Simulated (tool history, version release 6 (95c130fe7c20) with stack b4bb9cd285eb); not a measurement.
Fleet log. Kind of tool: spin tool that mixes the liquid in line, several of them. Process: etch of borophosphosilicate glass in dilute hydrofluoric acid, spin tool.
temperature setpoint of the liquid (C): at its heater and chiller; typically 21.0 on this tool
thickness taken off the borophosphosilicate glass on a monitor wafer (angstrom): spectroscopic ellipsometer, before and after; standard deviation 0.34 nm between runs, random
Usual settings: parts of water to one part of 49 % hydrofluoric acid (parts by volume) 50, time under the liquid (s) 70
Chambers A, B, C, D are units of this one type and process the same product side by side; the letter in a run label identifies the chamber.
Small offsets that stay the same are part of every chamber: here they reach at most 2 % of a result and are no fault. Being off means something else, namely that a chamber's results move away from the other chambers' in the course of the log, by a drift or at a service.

run	hour	temperature setpoint of the liquid (C)	parts of water to one part of 49 % hydrofluoric acid (parts by volume)	time under the liquid (s)	read-back film thickness of the borophosphosilicate glass reference wafer, read on the same gauge (nm)	thickness taken off the borophosphosilicate glass on a monitor wafer (angstrom)
1C	6.0	21.0	50	70	69.987	611.09
2D	13.8	21.0	50	70	70.032	619.44
3A	21.2	21.0	50	70	70.003	590.91
4B	26.1	21.0	50	70	70.033	611.62
# hour 31.6: chamber B: thermometer replaced
5D	32.5	21.0	30	105	69.962	1554.00
6C	40.5	21.0	30	105	69.981	1572.80
7B	45.6	21.0	30	105	69.987	1571.50
8A	51.4	21.0	30	105	69.990	1542.10
9B	58.3	21.0	50	70	70.014	608.01
10A	63.9	21.0	50	70	70.023	594.69
11D	70.2	21.0	50	70	70.041	618.71
12C	80.3	21.0	50	70	69.992	609.88
13B	91.2	21.0	50	70	70.009	606.48
14D	97.2	21.0	25	40	70.016	710.03
15A	104.1	21.0	25	40	70.005	713.88
16C	110.1	21.0	25	40	69.964	725.76
17C	118.9	21.0	25	40	70.030	727.27
18D	129.1	22.5	50	70	69.987	655.08
19B	134.8	22.5	50	70	70.060	654.32
20A	144.7	22.5	50	70	70.016	643.03
21A	150.7	22.5	50	70	69.986	650.16
22C	161.8	21.0	50	70	69.980	609.29
# hour 163.8: chamber D: thermometer replaced
23B	168.7	21.0	50	70	70.023	610.47
24D	178.8	18.5	65	70	70.027	418.03
25A	188.7	18.5	65	70	69.973	413.99
26C	198.7	18.5	65	70	69.954	413.65
27B	205.2	18.5	65	70	70.000	410.39
28D	212.6	21.0	50	70	70.037	609.07
29C	220.2	21.0	50	70	70.020	606.59
30D	227.6	21.0	50	70	70.020	616.94
31B	237.5	26.0	25	70	69.958	1551.10
32A	247.3	26.0	25	70	70.008	1613.20
33B	258.0	26.0	25	70	69.998	1568.00
34A	266.0	26.0	25	70	70.005	1629.70
35D	277.3	21.0	50	70	69.994	614.18
# hour 277.7: chamber B: hydrofluoric acid flow meter replaced
36C	286.4	21.0	50	70	70.010	612.23
37D	295.8	21.0	50	70	70.023	610.64
38C	304.5	21.0	50	70	69.980	598.78
39A	309.6	21.0	50	70	69.990	632.50
40B	314.8	21.0	50	70	70.000	602.28
41B	323.8	21.0	50	70	69.998	608.54
42D	333.6	21.0	50	70	69.979	618.44
43C	342.5	21.0	50	70	70.006	607.34
44A	350.3	21.0	50	70	70.035	636.55

The same settings go to every chamber for the next run, one line per chamber below. Forecast the results for each:
45A	358.3	19.5	50	70		?
45B	358.3	19.5	50	70		?
45C	358.3	19.5	50	70		?
45D	358.3	19.5	50	70		?

run	thickness taken off the borophosphosilicate glass on a monitor wafer (angstrom)
45A	598.35
45B	574.75
45C	575.08
45D	573.33
